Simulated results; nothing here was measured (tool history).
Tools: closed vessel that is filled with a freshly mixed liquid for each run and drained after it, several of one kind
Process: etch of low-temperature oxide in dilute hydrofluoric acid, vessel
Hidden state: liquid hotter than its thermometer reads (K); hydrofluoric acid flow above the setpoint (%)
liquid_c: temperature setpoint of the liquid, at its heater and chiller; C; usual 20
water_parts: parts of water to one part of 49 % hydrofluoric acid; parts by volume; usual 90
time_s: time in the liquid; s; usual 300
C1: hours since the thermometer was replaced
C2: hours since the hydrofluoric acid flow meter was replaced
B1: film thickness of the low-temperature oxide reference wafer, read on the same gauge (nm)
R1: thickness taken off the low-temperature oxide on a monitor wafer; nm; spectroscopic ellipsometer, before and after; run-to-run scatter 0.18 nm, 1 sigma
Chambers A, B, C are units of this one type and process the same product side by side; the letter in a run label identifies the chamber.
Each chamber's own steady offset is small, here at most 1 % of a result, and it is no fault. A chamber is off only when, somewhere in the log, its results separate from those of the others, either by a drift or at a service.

{"run": "1C", "hour": 5.1, "liquid_c": 20, "water_parts": 90, "time_s": 300, "C1": 1129.2, "C2": 264.7, "B1": 100, "R1": 37.341}
{"run": "2B", "hour": 12.5, "liquid_c": 20, "water_parts": 90, "time_s": 300, "C1": 1200.7, "C2": 1912, "B1": 99.992, "R1": 37.126}
{"run": "3A", "hour": 21.4, "liquid_c": 20, "water_parts": 90, "time_s": 300, "C1": 920.2, "C2": 2156.3, "B1": 100.06, "R1": 36.422}
{"run": "4C", "hour": 27.0, "liquid_c": 20, "water_parts": 90, "time_s": 300, "C1": 1151.1, "C2": 286.6, "B1": 99.985, "R1": 37.523}
{"run": "5B", "hour": 34.6, "liquid_c": 20, "water_parts": 90, "time_s": 300, "C1": 1222.8, "C2": 1934.1, "B1": 100, "R1": 36.978}
{"run": "6A", "hour": 41.3, "liquid_c": 20, "water_parts": 90, "time_s": 300, "C1": 940.1, "C2": 2176.2, "B1": 99.991, "R1": 36.865}
{"run": "7B", "hour": 50.1, "liquid_c": 17, "water_parts": 125, "time_s": 300, "C1": 1238.3, "C2": 1949.6, "B1": 100, "R1": 22.675}
{"run": "8C", "hour": 60.0, "liquid_c": 17, "water_parts": 125, "time_s": 300, "C1": 1184.1, "C2": 319.6, "B1": 99.975, "R1": 22.776}
{"run": "9A", "hour": 69.3, "liquid_c": 17, "water_parts": 125, "time_s": 300, "C1": 968.1, "C2": 2204.2, "B1": 100.01, "R1": 22.389}
{"hour": 77.2, "done": "chamber B: hydrofluoric acid flow meter replaced"}
{"run": "10A", "hour": 79.1, "liquid_c": 20, "water_parts": 90, "time_s": 300, "C1": 977.9, "C2": 2214, "B1": 100.04, "R1": 36.478}
{"run": "11C", "hour": 89.1, "liquid_c": 20, "water_parts": 90, "time_s": 300, "C1": 1213.2, "C2": 348.7, "B1": 99.993, "R1": 37.152}
{"run": "12B", "hour": 95.7, "liquid_c": 20, "water_parts": 90, "time_s": 300, "C1": 1283.9, "C2": 18.5, "B1": 99.969, "R1": 37.066}
{"run": "13B", "hour": 101.4, "liquid_c": 20, "water_parts": 90, "time_s": 360, "C1": 1289.6, "C2": 24.2, "B1": 99.998, "R1": 44.665}
{"run": "14C", "hour": 109.9, "liquid_c": 20, "water_parts": 90, "time_s": 360, "C1": 1234, "C2": 369.5, "B1": 99.976, "R1": 44.928}
{"run": "15A", "hour": 116.0, "liquid_c": 20, "water_parts": 90, "time_s": 360, "C1": 1014.8, "C2": 2250.9, "B1": 100, "R1": 44.736}
{"run": "16A", "hour": 126.0, "liquid_c": 20, "water_parts": 65, "time_s": 410, "C1": 1024.8, "C2": 2260.9, "B1": 100.02, "R1": 72.085}
{"run": "17B", "hour": 130.9, "liquid_c": 20, "water_parts": 65, "time_s": 410, "C1": 1319.1, "C2": 53.7, "B1": 100.02, "R1": 72.964}
{"run": "18C", "hour": 140.6, "liquid_c": 20, "water_parts": 65, "time_s": 410, "C1": 1264.7, "C2": 400.2, "B1": 100.03, "R1": 72.468}
{"run": "19C", "hour": 147.3, "liquid_c": 20, "water_parts": 90, "time_s": 300, "C1": 1271.4, "C2": 406.9, "B1": 99.964, "R1": 37.323}
{"hour": 147.9, "done": "chamber A: hydrofluoric acid flow meter replaced"}
{"run": "20A", "hour": 157.3, "liquid_c": 20, "water_parts": 90, "time_s": 300, "C1": 1056.1, "C2": 9.4, "B1": 100.04, "R1": 36.919}
{"run": "21B", "hour": 162.1, "liquid_c": 20, "water_parts": 90, "time_s": 420, "C1": 1350.3, "C2": 84.9, "B1": 99.973, "R1": 52.215}
{"run": "22A", "hour": 166.9, "liquid_c": 20, "water_parts": 90, "time_s": 420, "C1": 1065.7, "C2": 19, "B1": 99.97, "R1": 51.693}
{"run": "23C", "hour": 172.5, "liquid_c": 20, "water_parts": 90, "time_s": 420, "C1": 1296.6, "C2": 432.1, "B1": 99.966, "R1": 52.283}
{"run": "24B", "hour": 180.1, "liquid_c": 20, "water_parts": 90, "time_s": 300, "C1": 1368.3, "C2": 102.9, "B1": 99.99, "R1": 37.611}
{"run": "25B", "hour": 188.3, "liquid_c": 20, "water_parts": 90, "time_s": 300, "C1": 1376.5, "C2": 111.1, "B1": 99.979, "R1": 37.929}
{"run": "26A", "hour": 196.6, "liquid_c": 20, "water_parts": 90, "time_s": 300, "C1": 1095.4, "C2": 48.7, "B1": 99.983, "R1": 36.469}
{"run": "27C", "hour": 205.2, "liquid_c": 20, "water_parts": 90, "time_s": 300, "C1": 1329.3, "C2": 464.8, "B1": 99.989, "R1": 37.36}
{"run": "28C", "hour": 215.0, "liquid_c": 20, "water_parts": 90, "time_s": 300, "C1": 1339.1, "C2": 474.6, "B1": 99.975, "R1": 37.216}
{"run": "29B", "hour": 222.5, "liquid_c": 20, "water_parts": 90, "time_s": 300, "C1": 1410.7, "C2": 145.3, "B1": 99.925, "R1": 38.336}
{"run": "30A", "hour": 230.0, "liquid_c": 20, "water_parts": 90, "time_s": 300, "C1": 1128.8, "C2": 82.1, "B1": 99.993, "R1": 36.817}
{"run": "31B", "hour": 237.8, "liquid_c": 20, "water_parts": 90, "time_s": 300, "C1": 1426, "C2": 160.6, "B1": 100, "R1": 38.279}
{"run": "32A", "hour": 245.8, "liquid_c": 20, "water_parts": 65, "time_s": 360, "C1": 1144.6, "C2": 97.9, "B1": 100.04, "R1": 63.967}
{"run": "33C", "hour": 254.7, "liquid_c": 20, "water_parts": 65, "time_s": 360, "C1": 1378.8, "C2": 514.3, "B1": 100.03, "R1": 63.782}
{"run": "34B", "hour": 261.2, "liquid_c": 20, "water_parts": 65, "time_s": 360, "C1": 1449.4, "C2": 184, "B1": 100.02, "R1": 66.009}
{"run": "35C", "hour": 268.3, "liquid_c": 20, "water_parts": 90, "time_s": 300, "C1": 1392.4, "C2": 527.9, "B1": 100.01, "R1": 37.184}
{"run": "36A", "hour": 275.6, "liquid_c": 20, "water_parts": 90, "time_s": 300, "C1": 1174.4, "C2": 127.7, "B1": 99.993, "R1": 36.661}
{"run": "37C", "hour": 283.1, "liquid_c": 20, "water_parts": 90, "time_s": 300, "C1": 1407.2, "C2": 542.7, "B1": 100, "R1": 37.216}
{"run": "38B", "hour": 292.9, "liquid_c": 18, "water_parts": 90, "time_s": 355, "C1": 1481.1, "C2": 215.7, "B1": 100.01, "R1": 42.118}
{"run": "39A", "hour": 297.4, "liquid_c": 18, "water_parts": 90, "time_s": 355, "C1": 1196.2, "C2": 149.5, "B1": 99.954, "R1": 40.322}
{"run": "40C", "hour": 304.5, "liquid_c": 18, "water_parts": 90, "time_s": 355, "C1": 1428.6, "C2": 564.1, "B1": 100.01, "R1": 40.828}
{"run": "41B", "hour": 314.4, "liquid_c": 20, "water_parts": 90, "time_s": 300, "C1": 1502.6, "C2": 237.2, "B1": 100.01, "R1": 39.021}

One chamber off, gauge drift, or nothing amiss beyond the chambers' own small offsets? If it is a chamber, which one, and what is the likeliest cause?

Little by little, chamber B moves away from the other chambers.
Cause: liquid hotter than its thermometer reads (K) = 1.11.
It could be hard to tell apart here from: hydrofluoric acid flow above the setpoint (%).

Below are 4 candidate recipes for chamber B's next run, each the usual settings with a change, their results shown as question marks. Which of them brings B's results back in line with what the other chambers give on the usual settings?
A result is in line if it is within this distance of the other chambers' mean on the usual settings: R1 0.64 nm
{"run": "42B-1", "hour": 321.7, "liquid_c": 18, "water_parts": 90, "time_s": 300, "R1": "?"}
{"run": "42B-2", "hour": 321.7, "liquid_c": 20, "water_parts": 90, "time_s": 325, "R1": "?"}
{"run": "42B-3", "hour": 321.7, "liquid_c": 20, "water_parts": 90, "time_s": 285, "R1": "?"}
{"run": "42B-4", "hour": 321.7, "liquid_c": 20, "water_parts": 90, "time_s": 315, "R1": "?"}

On the usual settings, the other chambers give on average: R1 37.11 nm
run=42B-1 R1=35.895
run=42B-2 R1=42.217
run=42B-3 R1=37.021
run=42B-4 R1=40.918
42B-3 puts the chamber back in line with the other chambers.
